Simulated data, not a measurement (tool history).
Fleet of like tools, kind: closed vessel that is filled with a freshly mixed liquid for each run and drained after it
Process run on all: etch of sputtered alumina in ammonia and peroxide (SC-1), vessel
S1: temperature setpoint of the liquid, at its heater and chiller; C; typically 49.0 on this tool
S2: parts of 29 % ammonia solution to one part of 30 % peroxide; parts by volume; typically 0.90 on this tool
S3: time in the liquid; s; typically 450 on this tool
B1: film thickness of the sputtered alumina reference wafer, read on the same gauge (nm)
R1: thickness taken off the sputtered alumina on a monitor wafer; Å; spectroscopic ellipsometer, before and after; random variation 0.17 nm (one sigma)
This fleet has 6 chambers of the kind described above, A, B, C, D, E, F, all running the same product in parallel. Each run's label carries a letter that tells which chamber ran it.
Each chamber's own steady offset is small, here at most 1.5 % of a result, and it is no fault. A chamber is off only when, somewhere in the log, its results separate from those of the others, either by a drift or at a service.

| run | hour | S1 | S2 | S3 | B1 | R1 |
|---|---|---|---|---|---|---|
| 1F | 11.2 | 49.0 | 0.90 | 450 | 90.021 | 289.77 |
| 2E | 20.1 | 49.0 | 0.90 | 450 | 90.011 | 287.10 |
| 3A | 29.4 | 49.0 | 0.90 | 450 | 90.017 | 289.13 |
|  | 30.3 | chamber A: thermometer replaced |
| 4D | 37.6 | 49.0 | 0.90 | 450 | 90.004 | 289.20 |
| 5C | 46.5 | 41.5 | 0.90 | 450 | 89.998 | 187.14 |
| 6B | 51.8 | 41.5 | 0.90 | 450 | 89.956 | 190.50 |
| 7E | 60.9 | 41.5 | 0.90 | 450 | 90.004 | 186.91 |
| 8D | 69.7 | 41.5 | 0.90 | 450 | 90.016 | 188.11 |
| 9C | 80.9 | 41.5 | 0.90 | 450 | 89.982 | 188.36 |
| 10F | 90.7 | 41.5 | 0.90 | 450 | 89.994 | 187.66 |
| 11A | 97.5 | 49.0 | 0.55 | 450 | 90.017 | 275.42 |
| 12B | 109.0 | 49.0 | 0.55 | 450 | 90.042 | 278.30 |
| 13E | 118.0 | 49.0 | 0.55 | 450 | 90.049 | 275.57 |
|  | 126.8 | chamber C: new drum of ammonia solution connected |
| 14F | 129.4 | 49.0 | 0.55 | 450 | 89.970 | 272.97 |
| 15C | 137.4 | 49.0 | 0.55 | 450 | 89.995 | 269.33 |
|  | 142.7 | chamber B: ammonia flow meter replaced |
| 16A | 143.8 | 49.0 | 0.55 | 450 | 90.008 | 278.07 |
| 17D | 150.0 | 49.0 | 0.90 | 450 | 90.010 | 287.79 |
| 18B | 157.4 | 49.0 | 0.90 | 450 | 90.012 | 293.34 |
|  | 163.4 | chamber E: ammonia flow meter replaced |
| 19A | 167.0 | 49.0 | 0.90 | 450 | 90.022 | 290.74 |
| 20F | 174.9 | 49.0 | 0.90 | 450 | 89.984 | 286.49 |
| 21B | 180.4 | 49.0 | 0.90 | 450 | 89.960 | 293.32 |
| 22C | 191.2 | 49.0 | 0.90 | 450 | 89.991 | 279.99 |
| 23D | 199.0 | 49.0 | 0.90 | 450 | 90.052 | 286.45 |
| 24E | 209.6 | 49.0 | 0.90 | 450 | 89.993 | 290.33 |
| 25F | 219.5 | 49.0 | 0.90 | 450 | 90.015 | 290.41 |
|  | 223.8 | chamber D: ammonia flow meter replaced |
| 26B | 225.5 | 49.0 | 0.90 | 450 | 90.014 | 294.54 |
| 27A | 236.5 | 49.0 | 0.90 | 450 | 90.013 | 292.59 |
| 28D | 242.3 | 49.0 | 0.90 | 450 | 90.001 | 291.05 |
|  | 246.0 | chamber D: new drum of ammonia solution connected |
| 29E | 251.0 | 49.0 | 0.90 | 450 | 90.013 | 286.55 |
| 30C | 263.0 | 41.5 | 0.70 | 450 | 89.982 | 173.36 |
| 31F | 268.4 | 41.5 | 0.70 | 450 | 90.022 | 184.03 |
| 32B | 277.7 | 41.5 | 0.70 | 450 | 89.981 | 184.32 |
| 33C | 286.7 | 41.5 | 0.70 | 450 | 90.019 | 174.40 |
| 34A | 292.3 | 41.5 | 0.70 | 450 | 89.998 | 184.27 |
|  | 298.8 | chamber B: thermometer replaced |
| 35D | 301.7 | 41.5 | 0.70 | 450 | 89.997 | 186.53 |
| 36E | 309.2 | 49.0 | 0.90 | 450 | 89.994 | 288.54 |
| 37A | 318.8 | 52.0 | 0.90 | 450 | 90.016 | 342.56 |
| 38F | 328.7 | 52.0 | 0.90 | 450 | 90.033 | 340.96 |
|  | 333.3 | chamber C: ammonia flow meter replaced |
| 39D | 340.7 | 52.0 | 0.90 | 450 | 90.047 | 339.53 |
| 40E | 352.7 | 52.0 | 0.90 | 450 | 90.014 | 335.37 |
| 41B | 361.5 | 52.0 | 0.90 | 450 | 90.027 | 346.92 |
| 42C | 369.5 | 52.0 | 0.90 | 450 | 89.977 | 311.93 |

Next, all 6 chambers run the settings below, one line each with question marks for the results. What does each chamber give?
| 43A | 378.2 | 49.0 | 0.90 | 450 |  | ? |
| 43B | 378.2 | 49.0 | 0.90 | 450 |  | ? |
| 43C | 378.2 | 49.0 | 0.90 | 450 |  | ? |
| 43D | 378.2 | 49.0 | 0.90 | 450 |  | ? |
| 43E | 378.2 | 49.0 | 0.90 | 450 |  | ? |
| 43F | 378.2 | 49.0 | 0.90 | 450 |  | ? |

| run | R1 |
|---|---|
| 43A | 289.39 |
| 43B | 291.84 |
| 43C | 264.73 |
| 43D | 288.38 |
| 43E | 287.34 |
| 43F | 291.58 |
